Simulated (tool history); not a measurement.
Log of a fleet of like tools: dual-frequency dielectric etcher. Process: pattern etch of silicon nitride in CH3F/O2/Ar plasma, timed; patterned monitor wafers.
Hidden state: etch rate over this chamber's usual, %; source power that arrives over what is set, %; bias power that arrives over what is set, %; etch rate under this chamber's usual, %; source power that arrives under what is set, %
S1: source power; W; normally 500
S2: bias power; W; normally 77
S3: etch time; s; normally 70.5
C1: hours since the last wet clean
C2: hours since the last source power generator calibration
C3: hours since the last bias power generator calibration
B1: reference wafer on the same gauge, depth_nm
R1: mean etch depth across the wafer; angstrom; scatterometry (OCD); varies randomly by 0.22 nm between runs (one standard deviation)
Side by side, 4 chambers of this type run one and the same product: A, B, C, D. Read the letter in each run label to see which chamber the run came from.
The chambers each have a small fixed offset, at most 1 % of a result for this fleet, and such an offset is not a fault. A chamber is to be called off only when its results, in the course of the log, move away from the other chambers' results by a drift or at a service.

run,hour,S1,S2,S3,C1,C2,C3,B1,R1
1C,9.4,500,77,70.5,320.1,106.9,1111.2,64.290,546.47
2B,17.3,500,77,70.5,362.4,967.6,875.0,64.253,548.46
# hour 20.9: chamber D: wet clean of the chamber
3D,26.7,500,77,70.5,5.9,1182.9,2203.5,64.315,548.08
4A,34.8,500,77,70.5,293.4,1018.4,2777.6,64.218,557.40
5B,45.9,500,77,70.5,391.0,996.2,903.6,64.293,547.59
6A,53.2,500,77,70.5,311.8,1036.8,2796.0,64.282,556.11
7C,60.1,500,77,70.5,370.8,157.6,1161.9,64.306,547.96
8D,73.8,500,77,70.5,53.0,1230.0,2250.6,64.345,548.90
9B,80.9,500,77,70.5,426.0,1031.2,938.6,64.258,545.75
10A,94.0,500,77,70.5,352.6,1077.6,2836.8,64.302,550.95
11C,100.6,500,77,70.5,411.3,198.1,1202.4,64.336,548.35
12D,109.0,500,77,70.5,88.2,1265.2,2285.8,64.306,545.78
13C,117.0,500,77,70.5,427.7,214.5,1218.8,64.353,547.30
14D,127.8,500,77,70.5,107.0,1284.0,2304.6,64.289,544.45
15B,134.4,500,77,70.5,479.5,1084.7,992.1,64.344,547.32
16A,146.9,500,77,70.5,405.5,1130.5,2889.7,64.320,553.55
# hour 147.4: chamber C: wet clean of the chamber
17C,161.0,500,77,70.5,13.7,258.5,1262.8,64.356,521.38
18A,174.4,500,77,70.5,433.0,1158.0,2917.2,64.343,552.89
19D,182.7,500,77,70.5,161.9,1338.9,2359.5,64.325,546.14
20B,190.1,500,77,70.5,535.2,1140.4,1047.8,64.317,547.96
21A,203.4,500,77,70.5,462.0,1187.0,2946.2,64.309,556.74
22C,210.9,500,77,70.5,63.6,308.4,1312.7,64.304,521.72
23B,224.4,600,92,70.5,569.5,1174.7,1082.1,64.308,616.77
24D,233.4,600,92,70.5,212.6,1389.6,2410.2,64.317,625.32
25C,240.9,600,92,70.5,93.6,338.4,1342.7,64.337,594.81
26B,252.4,600,92,70.5,597.5,1202.7,1110.1,64.296,625.41
27D,265.2,500,77,70.5,244.4,1421.4,2442.0,64.289,543.14
# hour 274.6: chamber A: wet clean of the chamber
28A,277.3,500,77,70.5,2.7,1260.9,3020.1,64.288,551.77
29C,290.6,500,77,70.5,143.3,388.1,1392.4,64.254,522.84
30D,300.9,500,77,70.5,280.1,1457.1,2477.7,64.267,550.34
31A,310.3,500,77,70.5,35.7,1293.9,3053.1,64.334,552.43
# hour 310.7: chamber B: wet clean of the chamber
32B,319.2,500,77,70.5,8.6,1269.5,1176.9,64.339,547.97
33B,330.7,500,77,81.0,20.1,1281.0,1188.4,64.322,628.38
34C,343.1,500,77,81.0,195.8,440.6,1444.9,64.285,597.74
35A,358.0,500,77,81.0,83.4,1341.6,3100.8,64.243,637.15
36D,369.1,500,77,81.0,348.3,1525.3,2545.9,64.332,627.88
37C,381.9,500,77,90.0,234.6,479.4,1483.7,64.316,665.22
38D,392.6,500,77,90.0,371.8,1548.8,2569.4,64.314,697.73
39B,407.3,500,77,90.0,96.7,1357.6,1265.0,64.246,700.25

Which is it: a chamber that has drifted or been left off by a service, a gauge drift common to all chambers, or only each chamber's usual small offset? If a chamber is off, name it and its likeliest cause.

The work done on chamber C during a service left it standing apart from the others.
What lies behind it: etch rate under this chamber's usual, % = 4.35.

Here are 4 candidates for chamber C's next run, each the usual settings with a change, their results left as question marks. Which one brings its results back in line with what the others give on the usual settings?
A result is in line if it is within this distance of the other chambers' mean on the usual settings: R1 7.50 angstrom
40C-1,418.0,520,79,70.5,,,,,?
40C-2,418.0,500,76,67.0,,,,,?
40C-3,418.0,510,77,74.0,,,,,?
40C-4,418.0,500,77,69.0,,,,,?

The mean the other chambers reach with the usual settings: R1 549.44 angstrom
run,R1
40C-1,532.36
40C-2,491.94
40C-3,549.88
40C-4,508.87
The right change is 40C-3: it brings the chamber back within the allowed miss of the others.
